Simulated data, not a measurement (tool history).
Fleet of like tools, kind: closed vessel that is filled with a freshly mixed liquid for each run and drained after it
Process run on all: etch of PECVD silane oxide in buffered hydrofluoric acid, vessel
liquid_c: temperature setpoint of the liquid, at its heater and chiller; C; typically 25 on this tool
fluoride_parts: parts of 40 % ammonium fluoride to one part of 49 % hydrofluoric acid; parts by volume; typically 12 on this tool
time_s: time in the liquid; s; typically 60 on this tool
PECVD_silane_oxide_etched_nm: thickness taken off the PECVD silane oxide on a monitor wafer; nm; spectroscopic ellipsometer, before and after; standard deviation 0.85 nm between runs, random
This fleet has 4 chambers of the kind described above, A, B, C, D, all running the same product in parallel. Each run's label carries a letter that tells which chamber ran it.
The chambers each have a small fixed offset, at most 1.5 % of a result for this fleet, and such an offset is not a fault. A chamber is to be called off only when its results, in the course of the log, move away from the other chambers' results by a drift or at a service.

run   hour  liquid_c  fluoride_parts  time_s  read-back film thickness of the PECVD silane oxide reference wafer, read on the same gauge (nm)  PECVD_silane_oxide_etched_nm
 1D    5.3        25              12      60                                                                                           119.93                         216.7
 2B   11.7        25              12      60                                                                                           120.02                        219.36
 3A   19.3        25              12      60                                                                                           119.98                        216.41
 4C     29        25              12      60                                                                                           119.98                        221.12
 5C   34.1        25              12      60                                                                                           120.01                        219.71
 6D   39.5        25              12      60                                                                                           120.02                         218.3
 7A   43.9        25              12      60                                                                                              120                        216.87
 8B   49.6        25              12      35                                                                                           119.97                        127.65
 9D     57        25              12      35                                                                                           119.96                        126.81
10C   62.3        25              12      35                                                                                           119.97                        128.67
11B   69.5        25              12      35                                                                                           120.06                        127.34
12A     77        25              12      60                                                                                           120.01                        217.04
13D   84.5        25              12      60                                                                                           119.98                        216.05
14C   89.2        25              12      60                                                                                           119.99                        219.19
15A   97.2        25              12      60                                                                                              120                         216.8
16B  103.7        25              12      60                                                                                           119.95                        218.88
17B  108.5      28.5              12      35                                                                                           119.98                        154.63
18D  117.4      28.5              12      35                                                                                              120                        152.83
19C  126.1      28.5              12      35                                                                                           120.01                        156.62
20A  134.1      28.5              12      35                                                                                           120.02                        151.48
21A  144.2        25              12      60                                                                                           119.98                        215.78
22C  150.1        25              12      60                                                                                           120.03                        221.14
23D  158.7        25              12      60                                                                                              120                        216.09
24B  167.5        25              12      60                                                                                           120.02                        218.27
25D  177.5        25              12      60                                                                                           120.01                        217.19
26B  182.3        25              12      60                                                                                              120                        217.86
27A  187.2        25              12      60                                                                                           119.96                        216.16
28C  193.6        25              12      60                                                                                           119.98                        221.16
29A  201.3        25              12      60                                                                                           119.97                        215.31
30D  208.2        22             7.5      60                                                                                           120.02                        285.42
31B  214.2        22             7.5      60                                                                                              120                         285.8
     219.2  -- chamber B: hydrofluoric acid flow meter replaced
32C  221.9        22             7.5      60                                                                                           119.94                        288.17
     222.2  -- chamber A: hydrofluoric acid flow meter replaced
33A  229.1        22             7.5      60                                                                                           120.01                        287.23
34C  236.9        25              12      60                                                                                           120.04                        220.04
35B  245.4        25              12      60                                                                                           119.98                        219.27
36D  250.1        25              12      60                                                                                           120.03                         216.7

All 4 chambers run these settings next. Forecast each chamber's results:
37A  257.4        25              12      60                                                                                                                              ?
37B  257.4        25              12      60                                                                                                                              ?
37C  257.4        25              12      60                                                                                                                              ?
37D  257.4        25              12      60                                                                                                                              ?

run  PECVD_silane_oxide_etched_nm
37A                        214.38
37B                        219.52
37C                         220.9
37D                        216.05
